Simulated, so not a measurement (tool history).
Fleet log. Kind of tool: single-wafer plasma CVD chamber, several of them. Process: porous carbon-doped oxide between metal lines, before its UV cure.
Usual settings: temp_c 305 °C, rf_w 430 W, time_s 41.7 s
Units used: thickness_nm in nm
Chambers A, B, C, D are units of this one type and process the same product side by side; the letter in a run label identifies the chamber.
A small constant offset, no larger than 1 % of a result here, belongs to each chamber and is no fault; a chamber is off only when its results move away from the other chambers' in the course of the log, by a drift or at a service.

run,hour,temp_c,rf_w,time_s,"read-back reference wafer on the same gauge, thickness_nm",thickness_nm
1B,7.0,305,430,41.7,173.97,194.57
2A,20.6,305,430,41.7,173.90,194.77
3D,33.8,305,430,41.7,173.95,195.47
4C,45.1,305,430,41.7,173.85,193.17
5D,53.7,290,430,37.0,173.87,189.11
6B,67.9,290,430,37.0,173.83,188.12
7A,75.2,290,430,37.0,173.77,189.15
# hour 79.3: chamber A: thermocouple changed; heater temperature recalibrated
8C,89.1,290,430,37.0,173.85,187.74
# hour 89.8: chamber C: thermocouple changed; heater temperature recalibrated
9A,101.2,305,430,41.7,173.71,194.88
10B,114.3,305,430,41.7,173.70,193.68
11C,124.7,305,430,41.7,173.72,193.09
12D,138.7,305,430,41.7,173.60,194.41
# hour 150.7: chamber A: RF generator calibrated
13A,152.9,301,430,49.5,173.53,234.84
14C,159.7,301,430,49.5,173.51,233.41
15D,168.0,301,430,49.5,173.53,234.74
16B,177.9,301,430,49.5,173.48,233.78
17C,184.6,305,430,41.7,173.50,192.85
18A,198.9,305,430,41.7,173.45,194.64
19B,208.5,305,430,41.7,173.35,192.95
20D,220.5,305,510,41.7,173.36,218.70
21B,227.1,305,510,41.7,173.43,218.98
22C,237.7,305,510,41.7,173.35,217.44
23D,249.2,305,510,41.7,173.34,219.20
24A,263.2,305,430,41.7,173.39,193.80
25A,272.9,305,430,41.7,173.21,194.81
26C,282.5,305,430,45.4,173.18,208.87
27B,292.7,305,430,45.4,173.16,209.69
28D,303.7,305,430,45.4,173.20,211.75
29B,315.0,305,430,45.4,173.24,208.67
30D,327.5,305,430,41.7,173.09,194.39
31C,335.5,305,430,41.7,173.09,192.43
32A,349.9,305,430,41.7,173.05,194.23
33B,357.1,305,430,41.7,173.10,193.35
34C,370.7,305,430,41.7,172.99,192.13
35A,382.9,305,430,41.7,172.98,194.15
36D,395.7,305,430,41.7,172.93,193.87
37C,402.6,305,430,41.7,172.90,191.77
38A,417.2,305,430,41.7,172.91,194.24
39B,429.2,305,350,49.5,172.85,192.98
40D,437.8,305,350,49.5,172.77,194.63
41C,445.2,305,350,49.5,172.85,191.99

Has any chamber moved away from the others, gradually or after a service, or does the common gauge drift, or do the chambers differ only by their own small steady offsets? State the chamber and the most likely cause if one applies.

The gauge drifts, so all chambers seem to drift together. No chamber is off.
What lies behind it: gauge reads low (%) = 0.707.

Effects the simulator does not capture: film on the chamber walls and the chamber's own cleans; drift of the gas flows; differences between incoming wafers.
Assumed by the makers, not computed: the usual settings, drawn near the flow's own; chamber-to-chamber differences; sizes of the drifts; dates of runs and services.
